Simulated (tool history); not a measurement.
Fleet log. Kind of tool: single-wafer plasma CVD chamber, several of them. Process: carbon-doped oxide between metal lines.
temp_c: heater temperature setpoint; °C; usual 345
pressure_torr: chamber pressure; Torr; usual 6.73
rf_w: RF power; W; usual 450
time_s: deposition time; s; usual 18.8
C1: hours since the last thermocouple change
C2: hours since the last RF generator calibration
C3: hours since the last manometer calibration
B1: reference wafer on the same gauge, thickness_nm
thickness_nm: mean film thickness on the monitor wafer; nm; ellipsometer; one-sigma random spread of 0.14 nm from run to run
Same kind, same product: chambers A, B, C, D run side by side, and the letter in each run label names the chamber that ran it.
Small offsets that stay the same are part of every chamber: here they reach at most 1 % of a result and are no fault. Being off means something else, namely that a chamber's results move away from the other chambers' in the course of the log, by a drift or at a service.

run 1C hour=3.6 | temp_c=345 pressure_torr=6.73 rf_w=450 time_s=18.8 | C1=104.3 C2=505.0 C3=893.5 | B1=110.90 | thickness_nm=94.650
run 2B hour=7.9 | temp_c=345 pressure_torr=6.73 rf_w=450 time_s=18.8 | C1=1430.7 C2=1400.6 C3=85.8 | B1=110.91 | thickness_nm=93.909
run 3D hour=10.9 | temp_c=345 pressure_torr=6.73 rf_w=450 time_s=18.8 | C1=749.2 C2=1373.7 C3=1385.2 | B1=110.92 | thickness_nm=95.022
run 4A hour=14.4 | temp_c=345 pressure_torr=6.73 rf_w=450 time_s=18.8 | C1=700.5 C2=359.2 C3=31.8 | B1=110.92 | thickness_nm=95.567
run 5B hour=18.7 | temp_c=345 pressure_torr=6.73 rf_w=450 time_s=18.8 | C1=1441.5 C2=1411.4 C3=96.6 | B1=110.99 | thickness_nm=93.734
run 6A hour=22.6 | temp_c=345 pressure_torr=6.73 rf_w=450 time_s=18.8 | C1=708.7 C2=367.4 C3=40.0 | B1=110.98 | thickness_nm=95.509
run 7C hour=27.7 | temp_c=345 pressure_torr=6.73 rf_w=450 time_s=18.8 | C1=128.4 C2=529.1 C3=917.6 | B1=110.98 | thickness_nm=94.584
run 8D hour=31.6 | temp_c=345 pressure_torr=6.73 rf_w=450 time_s=18.8 | C1=769.9 C2=1394.4 C3=1405.9 | B1=111.00 | thickness_nm=94.843
run 9B hour=35.1 | temp_c=345 pressure_torr=6.73 rf_w=450 time_s=18.8 | C1=1457.9 C2=1427.8 C3=113.0 | B1=111.05 | thickness_nm=94.013
run 10C hour=39.4 | temp_c=345 pressure_torr=6.73 rf_w=450 time_s=20.1 | C1=140.1 C2=540.8 C3=929.3 | B1=111.10 | thickness_nm=101.100
run 11A hour=41.7 | temp_c=345 pressure_torr=6.73 rf_w=450 time_s=20.1 | C1=727.8 C2=386.5 C3=59.1 | B1=111.07 | thickness_nm=102.260
run 12D hour=45.9 | temp_c=345 pressure_torr=6.73 rf_w=450 time_s=20.1 | C1=784.2 C2=1408.7 C3=1420.2 | B1=111.09 | thickness_nm=101.370
run 13A hour=49.8 | temp_c=345 pressure_torr=6.73 rf_w=450 time_s=20.1 | C1=735.9 C2=394.6 C3=67.2 | B1=111.05 | thickness_nm=102.210
run 14D hour=53.6 | temp_c=345 pressure_torr=6.73 rf_w=450 time_s=18.8 | C1=791.9 C2=1416.4 C3=1427.9 | B1=111.12 | thickness_nm=95.161
run 15C hour=58.7 | temp_c=345 pressure_torr=6.73 rf_w=450 time_s=18.8 | C1=159.4 C2=560.1 C3=948.6 | B1=111.12 | thickness_nm=94.863
run 16B hour=63.7 | temp_c=345 pressure_torr=6.73 rf_w=450 time_s=18.8 | C1=1486.5 C2=1456.4 C3=141.6 | B1=111.17 | thickness_nm=93.773
run 17D hour=67.4 | temp_c=345 pressure_torr=6.73 rf_w=450 time_s=18.8 | C1=805.7 C2=1430.2 C3=1441.7 | B1=111.15 | thickness_nm=95.238
run 18A hour=71.6 | temp_c=345 pressure_torr=6.73 rf_w=450 time_s=18.8 | C1=757.7 C2=416.4 C3=89.0 | B1=111.18 | thickness_nm=95.517
run 19C hour=74.0 | temp_c=345 pressure_torr=6.12 rf_w=450 time_s=18.8 | C1=174.7 C2=575.4 C3=963.9 | B1=111.21 | thickness_nm=93.970
run 20B hour=77.9 | temp_c=345 pressure_torr=6.12 rf_w=450 time_s=18.8 | C1=1500.7 C2=1470.6 C3=155.8 | B1=111.22 | thickness_nm=93.454
run 21B hour=81.1 | temp_c=345 pressure_torr=6.12 rf_w=450 time_s=18.8 | C1=1503.9 C2=1473.8 C3=159.0 | B1=111.24 | thickness_nm=93.370
run 22C hour=85.5 | temp_c=345 pressure_torr=6.12 rf_w=450 time_s=18.8 | C1=186.2 C2=586.9 C3=975.4 | B1=111.27 | thickness_nm=94.148
run 23A hour=89.6 | temp_c=345 pressure_torr=6.73 rf_w=450 time_s=18.8 | C1=775.7 C2=434.4 C3=107.0 | B1=111.29 | thickness_nm=95.849
run 24D hour=92.3 | temp_c=345 pressure_torr=6.73 rf_w=450 time_s=18.8 | C1=830.6 C2=1455.1 C3=1466.6 | B1=111.33 | thickness_nm=95.158
run 25A hour=95.3 | temp_c=345 pressure_torr=6.73 rf_w=450 time_s=18.8 | C1=781.4 C2=440.1 C3=112.7 | B1=111.27 | thickness_nm=95.776
run 26B hour=98.7 | temp_c=345 pressure_torr=6.73 rf_w=450 time_s=18.8 | C1=1521.5 C2=1491.4 C3=176.6 | B1=111.31 | thickness_nm=94.120
run 27C hour=102.7 | temp_c=345 pressure_torr=6.73 rf_w=450 time_s=18.8 | C1=203.4 C2=604.1 C3=992.6 | B1=111.34 | thickness_nm=94.786
-- hour=106.2 chamber D: capacitance manometer re-zeroed and calibrated
run 28D hour=107.7 | temp_c=345 pressure_torr=6.73 rf_w=450 time_s=18.8 | C1=846.0 C2=1470.5 C3=1.5 | B1=111.40 | thickness_nm=95.292
run 29D hour=110.3 | temp_c=345 pressure_torr=6.73 rf_w=450 time_s=18.8 | C1=848.6 C2=1473.1 C3=4.1 | B1=111.35 | thickness_nm=95.312
run 30C hour=112.9 | temp_c=345 pressure_torr=6.73 rf_w=450 time_s=18.8 | C1=213.6 C2=614.3 C3=1002.8 | B1=111.39 | thickness_nm=95.168
run 31A hour=117.7 | temp_c=345 pressure_torr=6.73 rf_w=450 time_s=18.8 | C1=803.8 C2=462.5 C3=135.1 | B1=111.38 | thickness_nm=95.876
run 32B hour=122.0 | temp_c=345 pressure_torr=6.73 rf_w=450 time_s=18.8 | C1=1544.8 C2=1514.7 C3=199.9 | B1=111.43 | thickness_nm=94.324
run 33C hour=124.5 | temp_c=345 pressure_torr=6.73 rf_w=450 time_s=18.8 | C1=225.2 C2=625.9 C3=1014.4 | B1=111.45 | thickness_nm=95.125
run 34A hour=127.3 | temp_c=345 pressure_torr=6.73 rf_w=450 time_s=18.8 | C1=813.4 C2=472.1 C3=144.7 | B1=111.47 | thickness_nm=95.839
run 35D hour=131.0 | temp_c=345 pressure_torr=6.73 rf_w=450 time_s=18.8 | C1=869.3 C2=1493.8 C3=24.8 | B1=111.47 | thickness_nm=95.226
run 36B hour=136.0 | temp_c=334 pressure_torr=6.73 rf_w=370 time_s=18.8 | C1=1558.8 C2=1528.7 C3=213.9 | B1=111.45 | thickness_nm=83.965
run 37A hour=139.1 | temp_c=334 pressure_torr=6.73 rf_w=370 time_s=18.8 | C1=825.2 C2=483.9 C3=156.5 | B1=111.47 | thickness_nm=86.212
run 38B hour=143.6 | temp_c=334 pressure_torr=6.73 rf_w=370 time_s=18.8 | C1=1566.4 C2=1536.3 C3=221.5 | B1=111.46 | thickness_nm=84.083
run 39C hour=147.9 | temp_c=334 pressure_torr=6.73 rf_w=370 time_s=18.8 | C1=248.6 C2=649.3 C3=1037.8 | B1=111.54 | thickness_nm=85.608
run 40D hour=152.7 | temp_c=345 pressure_torr=6.73 rf_w=400 time_s=18.8 | C1=891.0 C2=1515.5 C3=46.5 | B1=111.54 | thickness_nm=87.634
run 41D hour=155.3 | temp_c=345 pressure_torr=6.73 rf_w=400 time_s=18.8 | C1=893.6 C2=1518.1 C3=49.1 | B1=111.55 | thickness_nm=87.605

All 4 chambers run these settings next. Forecast each chamber's results:
run 42A hour=159.0 | temp_c=345 pressure_torr=6.73 rf_w=450 time_s=18.8 | thickness_nm=?
run 42B hour=159.0 | temp_c=345 pressure_torr=6.73 rf_w=450 time_s=18.8 | thickness_nm=?
run 42C hour=159.0 | temp_c=345 pressure_torr=6.73 rf_w=450 time_s=18.8 | thickness_nm=?
run 42D hour=159.0 | temp_c=345 pressure_torr=6.73 rf_w=450 time_s=18.8 | thickness_nm=?

run=42A thickness_nm=95.999
run=42B thickness_nm=94.352
run=42C thickness_nm=95.449
run=42D thickness_nm=95.516
